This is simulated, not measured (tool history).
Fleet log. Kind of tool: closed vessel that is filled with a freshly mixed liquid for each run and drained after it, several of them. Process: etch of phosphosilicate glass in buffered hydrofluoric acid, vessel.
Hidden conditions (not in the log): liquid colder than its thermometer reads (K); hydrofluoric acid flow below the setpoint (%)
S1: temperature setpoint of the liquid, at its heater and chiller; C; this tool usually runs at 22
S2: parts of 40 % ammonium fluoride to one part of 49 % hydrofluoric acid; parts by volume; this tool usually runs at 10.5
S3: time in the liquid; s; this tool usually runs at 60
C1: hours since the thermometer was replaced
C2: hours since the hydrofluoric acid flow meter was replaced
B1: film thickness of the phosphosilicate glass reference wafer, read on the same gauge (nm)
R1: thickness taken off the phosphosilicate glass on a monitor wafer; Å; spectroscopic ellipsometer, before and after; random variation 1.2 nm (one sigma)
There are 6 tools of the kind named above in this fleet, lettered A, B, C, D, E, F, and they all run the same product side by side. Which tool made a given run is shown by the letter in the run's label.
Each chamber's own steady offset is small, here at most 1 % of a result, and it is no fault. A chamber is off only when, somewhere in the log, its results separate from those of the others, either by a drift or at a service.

run	hour	S1	S2	S3	C1	C2	B1	R1
1A	3.1	22	10.5	60	141.0	1320.0	70.001	2420.5
2B	7.2	22	10.5	60	802.4	67.8	70.017	2418.8
3F	12.0	22	10.5	60	54.9	937.8	70.033	2381.5
4C	14.9	22	10.5	60	1305.1	275.0	69.956	2405.7
5E	17.5	22	10.5	60	1496.3	951.9	70.022	2386.6
6D	22.3	22	10.5	60	873.9	441.6	70.002	2384.8
7F	25.6	22	10.5	60	68.5	951.4	70.054	2399.6
8A	30.5	22	10.5	60	168.4	1347.4	70.027	2389.6
9B	34.6	22	10.5	60	829.8	95.2	70.006	2406.5
10E	38.4	22	10.5	60	1517.2	972.8	69.995	2370.3
# hour 39.4: chamber B: thermometer replaced
11D	41.9	22	10.5	60	893.5	461.2	70.010	2407.4
12C	47.6	22	10.5	60	1337.8	307.7	69.995	2406.4
13D	53.5	22	10.5	60	905.1	472.8	69.975	2413.7
14A	58.2	22	10.5	60	196.1	1375.1	70.013	2418.6
15C	62.3	22	10.5	60	1352.5	322.4	70.002	2410.3
16F	66.4	22	10.5	60	109.3	992.2	69.989	2391.7
17B	71.5	22	10.5	60	32.1	132.1	69.981	2394.3
18E	75.7	22	10.5	60	1554.5	1010.1	69.996	2327.0
19A	80.6	22	10.5	60	218.5	1397.5	70.047	2392.1
20E	85.4	22	10.5	60	1564.2	1019.8	69.983	2328.4
21C	90.4	22	10.5	60	1380.6	350.5	69.998	2418.1
22D	94.3	22	10.5	60	945.9	513.6	70.019	2403.2
23B	98.1	22	10.5	60	58.7	158.7	69.978	2399.9
24F	102.0	22	10.5	60	144.9	1027.8	69.990	2380.0
25F	106.6	22	9.0	90	149.5	1032.4	70.011	4040.8
26E	109.7	22	9.0	90	1588.5	1044.1	69.950	3903.1
27D	113.7	22	9.0	90	965.3	533.0	69.980	4009.1
28B	119.4	22	9.0	90	80.0	180.0	69.969	4050.1
29A	124.8	22	9.0	90	262.7	1441.7	70.022	4072.5
30C	129.3	22	9.0	90	1419.5	389.4	69.947	4052.8
31F	135.2	22	10.5	60	178.1	1061.0	69.968	2409.9
32B	140.9	22	10.5	60	101.5	201.5	70.012	2417.2
33A	146.2	22	10.5	60	284.1	1463.1	70.014	2402.8
34D	152.3	22	10.5	60	1003.9	571.6	70.008	2389.6
35C	155.3	22	13.5	60	1445.5	415.4	70.001	1881.0
36E	158.6	22	13.5	60	1637.4	1093.0	69.976	1770.0

Each of the 6 chambers runs these same settings next. Fill in every chamber's results:
37A	163.0	22	10.5	60				?
37B	163.0	22	10.5	60				?
37C	163.0	22	10.5	60				?
37D	163.0	22	10.5	60				?
37E	163.0	22	10.5	60				?
37F	163.0	22	10.5	60				?

run	R1
37A	2408.5
37B	2397.0
37C	2400.5
37D	2389.1
37E	2249.6
37F	2408.1
